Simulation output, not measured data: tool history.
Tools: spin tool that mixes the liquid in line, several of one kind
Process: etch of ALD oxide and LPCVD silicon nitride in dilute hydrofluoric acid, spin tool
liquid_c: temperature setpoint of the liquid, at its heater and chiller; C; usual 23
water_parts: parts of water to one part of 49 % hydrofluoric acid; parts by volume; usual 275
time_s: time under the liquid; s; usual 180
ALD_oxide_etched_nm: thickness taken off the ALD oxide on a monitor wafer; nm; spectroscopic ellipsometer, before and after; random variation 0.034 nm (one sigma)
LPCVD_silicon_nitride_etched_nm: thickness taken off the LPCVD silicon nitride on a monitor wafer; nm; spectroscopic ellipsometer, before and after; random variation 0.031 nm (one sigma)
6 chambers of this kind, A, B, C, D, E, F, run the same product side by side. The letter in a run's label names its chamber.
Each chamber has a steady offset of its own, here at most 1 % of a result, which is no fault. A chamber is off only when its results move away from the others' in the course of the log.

run	hour	liquid_c	water_parts	time_s	read-back film thickness of the ALD oxide reference wafer, read on the same gauge (nm)	read-back film thickness of the LPCVD silicon nitride reference wafer, read on the same gauge (nm)	ALD_oxide_etched_nm	LPCVD_silicon_nitride_etched_nm
1C	8.9	23	275	180	39.987	59.986	5.1025	0.33191
2E	16.5	23	275	180	40.014	60.002	5.0661	0.31481
3D	23.9	23	275	180	39.987	60.015	5.1481	0.31916
4A	31.9	23	275	180	39.984	59.98	5.1307	0.37349
5F	38.2	23	275	180	39.972	60.002	5.1224	0.30784
6B	46.1	23	175	180	40.062	60.001	8.8875	0.48905
7B	55.3	23	175	180	39.992	60.026	8.9754	0.46058
8C	59.8	23	175	180	39.941	59.977	9.024	0.46254
9A	67.3	23	175	180	39.994	59.994	9.025	0.49362
10E	72.9	23	175	180	40.008	60.015	8.6715	0.43337
11F	79.4	23	175	180	39.992	60.003	8.9152	0.49299
# hour 85: chamber F: hydrofluoric acid flow meter replaced
12D	89.7	23	275	180	39.949	59.988	5.1773	0.35761
13F	95.9	23	275	180	39.991	60.04	5.1775	0.28323
14C	103.6	20.5	275	180	40.016	60.011	4.7611	0.30929
15A	109	20.5	275	180	39.997	60.006	4.6132	0.2374
16E	117.8	20.5	275	180	40.006	59.994	4.597	0.25237
17B	126.3	20.5	275	180	39.976	60.022	4.6717	0.28792
18D	136.5	20.5	275	180	40.015	59.996	4.7225	0.20985
19A	143.9	20.5	275	180	40.026	60.004	4.6566	0.22867
20F	153.9	23	275	180	40.014	59.986	5.2125	0.2637
21C	160.8	23	275	180	40.063	59.996	5.3152	0.27557
22B	166.6	23	275	180	39.98	59.987	5.1571	0.32151
# hour 175.3: chamber A: thermometer replaced
23E	175.9	23	275	180	40.01	59.976	5.1151	0.29468
24D	183.8	23	275	180	39.989	59.968	5.1215	0.32331
25F	190.2	23	275	180	40.035	60.004	5.2057	0.3501
26A	198	23	275	180	39.999	59.991	5.122	0.27617
27C	202.4	23	275	180	40.01	59.992	5.3587	0.31609
28D	207.9	23	275	180	39.983	60.003	5.1184	0.32376
29B	217.3	23	275	180	40.082	59.986	5.1155	0.2907
30E	226.1	23	275	180	39.991	60.032	5.1158	0.27972
31A	234.3	23	275	180	40.004	60.028	5.1363	0.31664
32C	241.9	23	275	180	40.002	59.992	5.4631	0.34565
33E	249.6	23	275	180	40.027	59.999	5.0709	0.29482
34B	257.8	23	275	180	40.022	59.974	5.1746	0.38121
35F	268	23	275	180	40.009	60.033	5.2093	0.24727
36D	278	21	275	255	40.033	59.994	6.7051	0.43308
37D	282.7	21	275	255	39.946	60.004	6.8206	0.35729
38F	288.3	21	275	255	40.001	60.033	6.9031	0.32219
39B	295.7	21	275	255	39.982	60.003	6.8033	0.41363

What goes on in this fleet: one chamber off, a drifting gauge, or nothing beyond the chambers' own small offsets? Name the chamber and the cause, if any.

Chamber C drifts away from the others.
Cause: hydrofluoric acid flow above the setpoint (%) = 5.4.

Here are 4 candidates for chamber C's next run, each the usual settings with a change, their results left as question marks. Which one brings its results back in line with what the others give on the usual settings?
In line means no further than this from the other chambers' mean on the usual settings: ALD_oxide_etched_nm 0.12 nm; LPCVD_silicon_nitride_etched_nm 0.11 nm
40C-1	303.1	23.5	290	175			?	?
40C-2	303.1	23	280	180			?	?
40C-3	303.1	23	270	180			?	?
40C-4	303.1	22.5	260	185			?	?

The other chambers' mean on the usual settings: ALD_oxide_etched_nm 5.1319 nm; LPCVD_silicon_nitride_etched_nm 0.3033 nm
run	ALD_oxide_etched_nm	LPCVD_silicon_nitride_etched_nm
40C-1	5.0812	0.31047
40C-2	5.3661	0.32043
40C-3	5.6159	0.33205
40C-4	5.9399	0.34315
40C-1 brings the chamber back in line.
